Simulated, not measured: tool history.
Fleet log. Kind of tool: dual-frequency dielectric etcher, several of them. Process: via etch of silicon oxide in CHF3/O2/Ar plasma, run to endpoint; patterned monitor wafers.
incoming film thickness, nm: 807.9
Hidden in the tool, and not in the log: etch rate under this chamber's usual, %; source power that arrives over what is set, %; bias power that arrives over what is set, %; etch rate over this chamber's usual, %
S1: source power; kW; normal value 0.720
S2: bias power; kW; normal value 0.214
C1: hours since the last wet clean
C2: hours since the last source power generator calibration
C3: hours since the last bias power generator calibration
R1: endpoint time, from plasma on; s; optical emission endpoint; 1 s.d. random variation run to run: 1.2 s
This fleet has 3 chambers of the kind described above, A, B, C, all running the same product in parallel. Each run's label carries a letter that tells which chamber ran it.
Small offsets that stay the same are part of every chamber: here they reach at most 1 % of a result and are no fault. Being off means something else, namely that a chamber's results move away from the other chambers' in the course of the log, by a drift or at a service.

{"run": "1B", "hour": 11.0, "S1": 0.72, "S2": 0.214, "C1": 134.1, "C2": 465.9, "C3": 783.8, "R1": 361.55}
{"run": "2A", "hour": 16.9, "S1": 0.72, "S2": 0.214, "C1": 72.5, "C2": 1608.4, "C3": 889.1, "R1": 360.17}
{"run": "3C", "hour": 24.3, "S1": 0.72, "S2": 0.214, "C1": 276.2, "C2": 526.9, "C3": 1157.6, "R1": 356.37}
{"run": "4C", "hour": 35.1, "S1": 0.72, "S2": 0.214, "C1": 287.0, "C2": 537.7, "C3": 1168.4, "R1": 356.84}
{"run": "5B", "hour": 43.8, "S1": 0.72, "S2": 0.214, "C1": 166.9, "C2": 498.7, "C3": 816.6, "R1": 359.19}
{"run": "6A", "hour": 55.5, "S1": 0.72, "S2": 0.214, "C1": 111.1, "C2": 1647.0, "C3": 927.7, "R1": 360.49}
{"run": "7A", "hour": 63.0, "S1": 0.72, "S2": 0.214, "C1": 118.6, "C2": 1654.5, "C3": 935.2, "R1": 360.14}
{"run": "8C", "hour": 71.7, "S1": 0.72, "S2": 0.214, "C1": 323.6, "C2": 574.3, "C3": 1205.0, "R1": 359.06}
{"run": "9B", "hour": 81.1, "S1": 0.72, "S2": 0.214, "C1": 204.2, "C2": 536.0, "C3": 853.9, "R1": 359.78}
{"run": "10B", "hour": 90.6, "S1": 0.72, "S2": 0.214, "C1": 213.7, "C2": 545.5, "C3": 863.4, "R1": 358.05}
{"run": "11A", "hour": 103.0, "S1": 0.72, "S2": 0.214, "C1": 158.6, "C2": 1694.5, "C3": 975.2, "R1": 360.22}
{"run": "12C", "hour": 115.7, "S1": 0.72, "S2": 0.214, "C1": 367.6, "C2": 618.3, "C3": 1249.0, "R1": 357.7}
{"run": "13B", "hour": 122.0, "S1": 0.72, "S2": 0.214, "C1": 245.1, "C2": 576.9, "C3": 894.8, "R1": 360.16}
{"run": "14A", "hour": 128.8, "S1": 0.72, "S2": 0.214, "C1": 184.4, "C2": 1720.3, "C3": 1001.0, "R1": 361.44}
{"run": "15C", "hour": 138.8, "S1": 0.72, "S2": 0.214, "C1": 390.7, "C2": 641.4, "C3": 1272.1, "R1": 355.59}
{"run": "16B", "hour": 147.3, "S1": 0.59, "S2": 0.214, "C1": 270.4, "C2": 602.2, "C3": 920.1, "R1": 390.06}
{"run": "17A", "hour": 158.2, "S1": 0.59, "S2": 0.214, "C1": 213.8, "C2": 1749.7, "C3": 1030.4, "R1": 390.12}
{"run": "18C", "hour": 164.4, "S1": 0.59, "S2": 0.214, "C1": 416.3, "C2": 667.0, "C3": 1297.7, "R1": 386.27}
{"run": "19C", "hour": 172.6, "S1": 0.72, "S2": 0.214, "C1": 424.5, "C2": 675.2, "C3": 1305.9, "R1": 357.02}
{"run": "20A", "hour": 182.3, "S1": 0.72, "S2": 0.214, "C1": 237.9, "C2": 1773.8, "C3": 1054.5, "R1": 361.96}
{"run": "21B", "hour": 193.9, "S1": 0.72, "S2": 0.19, "C1": 317.0, "C2": 648.8, "C3": 966.7, "R1": 375.14}
{"run": "22C", "hour": 204.1, "S1": 0.72, "S2": 0.19, "C1": 456.0, "C2": 706.7, "C3": 1337.4, "R1": 370.84}
{"run": "23B", "hour": 215.3, "S1": 0.72, "S2": 0.19, "C1": 338.4, "C2": 670.2, "C3": 988.1, "R1": 377.05}
{"run": "24A", "hour": 223.2, "S1": 0.72, "S2": 0.238, "C1": 278.8, "C2": 1814.7, "C3": 1095.4, "R1": 344.92}
{"run": "25A", "hour": 232.8, "S1": 0.72, "S2": 0.238, "C1": 288.4, "C2": 1824.3, "C3": 1105.0, "R1": 347.75}
{"run": "26B", "hour": 245.2, "S1": 0.72, "S2": 0.238, "C1": 368.3, "C2": 700.1, "C3": 1018.0, "R1": 347.11}
{"run": "27C", "hour": 251.4, "S1": 0.72, "S2": 0.214, "C1": 503.3, "C2": 754.0, "C3": 1384.7, "R1": 358.62}
{"run": "28A", "hour": 260.2, "S1": 0.72, "S2": 0.214, "C1": 315.8, "C2": 1851.7, "C3": 1132.4, "R1": 358.9}
{"run": "29B", "hour": 269.8, "S1": 0.72, "S2": 0.214, "C1": 392.9, "C2": 724.7, "C3": 1042.6, "R1": 360.67}
{"hour": 278.9, "done": "chamber C: wet clean of the chamber"}
{"run": "30C", "hour": 282.4, "S1": 0.72, "S2": 0.214, "C1": 3.5, "C2": 785.0, "C3": 1415.7, "R1": 357.96}
{"run": "31C", "hour": 291.2, "S1": 0.72, "S2": 0.214, "C1": 12.3, "C2": 793.8, "C3": 1424.5, "R1": 358.11}
{"run": "32A", "hour": 298.0, "S1": 0.72, "S2": 0.214, "C1": 353.6, "C2": 1889.5, "C3": 1170.2, "R1": 360.13}
{"run": "33B", "hour": 306.4, "S1": 0.72, "S2": 0.214, "C1": 429.5, "C2": 761.3, "C3": 1079.2, "R1": 362.35}
{"run": "34C", "hour": 317.2, "S1": 0.72, "S2": 0.214, "C1": 38.3, "C2": 819.8, "C3": 1450.5, "R1": 357.0}
{"run": "35B", "hour": 324.7, "S1": 0.72, "S2": 0.214, "C1": 447.8, "C2": 779.6, "C3": 1097.5, "R1": 358.93}
{"run": "36A", "hour": 330.3, "S1": 0.72, "S2": 0.214, "C1": 385.9, "C2": 1921.8, "C3": 1202.5, "R1": 359.84}
{"run": "37A", "hour": 341.9, "S1": 0.72, "S2": 0.214, "C1": 397.5, "C2": 1933.4, "C3": 1214.1, "R1": 359.97}
{"run": "38C", "hour": 347.4, "S1": 0.72, "S2": 0.214, "C1": 68.5, "C2": 850.0, "C3": 1480.7, "R1": 358.03}
{"run": "39B", "hour": 356.1, "S1": 0.87, "S2": 0.255, "C1": 479.2, "C2": 811.0, "C3": 1128.9, "R1": 317.92}
{"run": "40B", "hour": 367.6, "S1": 0.87, "S2": 0.255, "C1": 490.7, "C2": 822.5, "C3": 1140.4, "R1": 315.43}
{"run": "41C", "hour": 374.0, "S1": 0.87, "S2": 0.255, "C1": 95.1, "C2": 876.6, "C3": 1507.3, "R1": 311.54}
{"run": "42A", "hour": 385.1, "S1": 0.72, "S2": 0.214, "C1": 440.7, "C2": 1976.6, "C3": 1257.3, "R1": 360.85}
{"run": "43A", "hour": 396.4, "S1": 0.58, "S2": 0.214, "C1": 452.0, "C2": 1987.9, "C3": 1268.6, "R1": 390.32}

For the next run the whole fleet of 3 chambers uses the same settings. Give each chamber's results:
{"run": "44A", "hour": 405.5, "S1": 0.6, "S2": 0.214, "R1": "?"}
{"run": "44B", "hour": 405.5, "S1": 0.6, "S2": 0.214, "R1": "?"}
{"run": "44C", "hour": 405.5, "S1": 0.6, "S2": 0.214, "R1": "?"}

run=44A R1=387.73
run=44B R1=386.45
run=44C R1=381.97
